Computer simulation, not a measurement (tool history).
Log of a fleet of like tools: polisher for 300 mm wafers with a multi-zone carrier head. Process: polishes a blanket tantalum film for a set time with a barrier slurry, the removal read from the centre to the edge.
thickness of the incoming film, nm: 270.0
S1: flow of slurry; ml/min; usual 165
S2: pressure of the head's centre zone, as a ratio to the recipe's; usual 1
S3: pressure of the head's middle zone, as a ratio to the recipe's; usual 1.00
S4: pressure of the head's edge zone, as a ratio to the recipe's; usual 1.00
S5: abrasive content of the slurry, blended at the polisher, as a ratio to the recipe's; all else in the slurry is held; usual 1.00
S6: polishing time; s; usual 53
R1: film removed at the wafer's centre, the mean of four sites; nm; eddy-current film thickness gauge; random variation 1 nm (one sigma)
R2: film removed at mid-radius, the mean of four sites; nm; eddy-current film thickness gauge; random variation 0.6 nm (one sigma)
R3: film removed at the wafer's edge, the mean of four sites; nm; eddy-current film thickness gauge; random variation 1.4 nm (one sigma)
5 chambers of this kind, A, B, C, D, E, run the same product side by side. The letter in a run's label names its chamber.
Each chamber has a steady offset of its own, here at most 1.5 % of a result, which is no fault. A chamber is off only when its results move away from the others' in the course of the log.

run   hour   S1  S2    S3    S4    S5  S6      R1      R2      R3
 1E    4.6  165   1  1.00  1.00  1.00  53  93.174  94.456  92.809
       4.8  -- chamber B: worn pad replaced by a new one
       7.3  -- chamber D: worn pad replaced by a new one
 2C    9.3  165   1  1.00  1.00  1.00  53  93.579  93.627  91.185
 3A   12.2  165   1  1.00  1.00  1.00  53  93.761  94.656  94.594
      13.7  -- chamber E: worn pad replaced by a new one
      14.9  -- chamber A: edge zone pressure recalibrated
 4B   16.2  165   1  1.00  1.00  1.00  53  94.295  94.651  94.912
 5D   20.8  165   1  1.00  1.00  1.00  53  93.480  93.845  96.968
 6E   26.8  130   1  1.00  1.00  1.00  53  89.202  89.754  91.888
 7B   31.2  130   1  1.00  1.00  1.00  53  89.404  90.647  91.616
 8C   34.8  130   1  1.00  1.00  1.00  53  90.945  89.933  91.981
 9D   41.0  130   1  1.00  1.00  1.00  53  91.113  89.022  88.542
10A   44.6  130   1  1.00  1.00  1.00  53  88.574  89.191  92.310
      45.4  -- chamber E: centre zone pressure recalibrated
11C   49.0  165   1  1.00  1.00  1.00  53  95.392  94.002  93.878
12B   53.5  165   1  1.00  1.00  1.00  53  93.647  93.815  91.548
13A   56.5  165   1  1.00  1.00  1.00  53  95.144  94.170  95.148
      56.6  -- chamber C: worn pad replaced by a new one
14D   60.7  165   1  1.00  1.00  1.00  53  95.545  92.453  95.826
15E   64.2  165   1  1.00  1.00  1.00  53  91.884  92.231  93.902
      67.1  -- chamber D: worn pad replaced by a new one
16E   67.7  165   1  1.00  1.00  1.00  53  91.430  91.523  93.254
17B   72.3  165   1  1.00  1.00  1.00  53  94.625  94.006  97.061
18D   75.4  165   1  1.00  1.00  1.00  53  93.832  93.176  95.971
19C   79.5  165   1  1.00  1.00  1.00  53  95.852  93.368  93.301
20A   84.5  185   1  0.95  1.00  1.00  53  96.216  90.800  96.749
      86.5  -- chamber A: worn pad replaced by a new one
      87.5  -- chamber B: centre zone pressure recalibrated
21C   89.3  185   1  0.95  1.00  1.00  53  98.615  91.660  95.394
22A   94.4  185   1  0.95  1.00  1.00  53  96.360  92.184  95.641
23B   99.0  185   1  0.95  1.00  1.00  53  94.521  91.947  94.098
24E  101.8  185   1  0.95  1.00  1.00  53  93.265  86.632  93.327
     104.6  -- chamber B: worn pad replaced by a new one
25D  107.2  165   1  1.00  1.00  1.00  53  94.738  92.534  98.145
26B  113.0  165   1  1.00  1.00  1.00  53  95.019  94.561  95.228
27E  118.5  165   1  1.00  1.00  1.00  53  88.184  88.858  92.027
28C  121.7  165   1  1.00  1.00  0.75  53  86.008  85.748  84.854
     126.9  -- chamber D: worn pad replaced by a new one
29A  127.3  165   1  1.00  1.00  0.75  53  85.286  85.679  84.435
30D  130.2  165   1  1.00  1.00  0.75  53  87.560  84.455  89.039
     134.3  -- chamber C: worn pad replaced by a new one
31E  136.4  165   1  1.00  1.00  0.75  53  80.085  79.535  84.029
     138.8  -- chamber D: slurry nozzle cleaned
     140.8  -- chamber D: centre zone pressure recalibrated
32C  141.3  165   1  1.00  1.00  0.75  53  86.485  85.907  85.820
     144.6  -- chamber D: edge zone pressure recalibrated
33D  145.8  165   1  1.00  1.00  1.00  53  94.967  93.406  93.590
34B  150.1  165   1  1.00  1.00  1.00  53  94.812  93.980  93.386

What goes on in this fleet: one chamber off, a drifting gauge, or nothing beyond the chambers' own small offsets? Name the chamber and the cause, if any.

Chamber E drifts away from the others.
Cause: slurry flow missing at the pad, % = 28.7.
The log may not tell that from: removal rate lost through wear of the pad, %.

Here are 4 candidates for chamber E's next run, each the usual settings with a change, their results left as question marks. Which one brings its results back in line with what the others give on the usual settings?
In line means no further than this from the other chambers' mean on the usual settings: R1 3.600 nm; R2 2.100 nm; R3 4.900 nm
35E-1  154.6  170  1.02  1.01  0.99  1.00  56   ?   ?   ?
35E-2  154.6  165  0.99  1.00  1.01  1.00  52   ?   ?   ?
35E-3  154.6  160  0.98  0.99  1.01  1.00  50   ?   ?   ?
35E-4  154.6  165  1.01  1.00  0.99  1.00  54   ?   ?   ?

The other chambers' mean on the usual settings: R1 94.553 nm; R2 93.981 nm; R3 94.114 nm
  run      R1      R2      R3
35E-1  94.742  93.702  95.558
35E-2  84.432  85.628  89.252
35E-3  79.599  80.980  85.399
35E-4  89.651  88.914  91.718
35E-1 brings the chamber back in line.
